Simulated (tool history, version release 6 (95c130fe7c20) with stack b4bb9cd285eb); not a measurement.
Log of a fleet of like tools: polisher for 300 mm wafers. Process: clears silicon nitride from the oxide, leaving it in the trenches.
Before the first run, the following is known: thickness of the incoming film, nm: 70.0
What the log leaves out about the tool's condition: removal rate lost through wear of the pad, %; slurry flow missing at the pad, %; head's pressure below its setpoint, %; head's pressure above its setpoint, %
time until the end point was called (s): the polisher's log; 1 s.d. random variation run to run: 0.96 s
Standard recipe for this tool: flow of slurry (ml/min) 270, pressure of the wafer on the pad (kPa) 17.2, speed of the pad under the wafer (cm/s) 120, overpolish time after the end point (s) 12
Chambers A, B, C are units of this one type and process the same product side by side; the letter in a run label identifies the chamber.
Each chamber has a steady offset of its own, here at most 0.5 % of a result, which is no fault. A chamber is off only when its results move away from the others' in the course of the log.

run	hour	flow of slurry (ml/min)	pressure of the wafer on the pad (kPa)	speed of the pad under the wafer (cm/s)	overpolish time after the end point (s)	wafers polished on this pad	hours since the slurry nozzle was cleaned	hours since the head pressure was calibrated	time until the end point was called (s)
1B	4.7	270	17.2	120	12	560	683.5	462.2	68.542
2A	10.6	270	17.2	120	12	1117	173.8	456.7	68.390
3C	16.6	270	17.2	120	12	526	40.0	500.8	68.327
4B	19.7	270	17.2	120	12	714	698.5	477.2	69.616
5C	24.2	270	17.2	120	12	604	47.6	508.4	69.592
6A	27.7	270	17.2	120	12	1293	190.9	473.8	69.187
# hour 29.2: chamber A: worn pad replaced by a new one
7A	33.0	270	17.2	120	10	39	196.2	479.1	68.883
8C	36.9	270	17.2	120	10	735	60.3	521.1	70.653
9B	39.6	270	17.2	120	10	919	718.4	497.1	70.897
10A	45.6	270	17.2	120	12	168	208.8	491.7	68.845
11C	49.2	270	17.2	120	12	861	72.6	533.4	70.036
12B	54.8	270	17.2	120	12	1075	733.6	512.3	70.625
13C	59.7	270	17.2	120	12	969	83.1	543.9	68.785
14A	64.4	270	17.2	120	12	362	227.6	510.5	69.190
15B	69.8	270	17.2	120	12	1229	748.6	527.3	72.950
16C	75.4	270	17.2	136	12	1131	98.8	559.6	61.237
17B	80.3	270	17.2	136	12	1337	759.1	537.8	64.653
18A	83.4	270	17.2	136	12	557	246.6	529.5	60.411
19A	89.7	270	17.2	120	12	622	252.9	535.8	69.107
# hour 90.2: chamber C: worn pad replaced by a new one
20B	93.8	270	17.2	120	12	1476	772.6	551.3	73.191
21C	99.5	270	17.2	120	12	96	122.9	583.7	67.561
22A	102.9	270	17.2	120	12	758	266.1	549.0	69.490
23C	106.1	270	17.2	120	12	164	129.5	590.3	70.669
24B	110.2	270	17.2	120	12	1645	789.0	567.7	75.008
25A	116.0	270	17.2	100	12	892	279.2	562.1	83.439
26C	122.1	270	17.2	100	12	328	145.5	606.3	83.056
27B	127.3	270	17.2	100	12	1820	806.1	584.8	91.187
28A	131.1	270	17.2	120	12	1048	294.3	577.2	69.161

Next, every chamber runs the same settings. What will each give?
29A	135.6	270	20.0	120	12				?
29B	135.6	270	20.0	120	12				?
29C	135.6	270	20.0	120	12				?

run	time until the end point was called (s)
29A	58.463
29B	65.687
29C	60.605
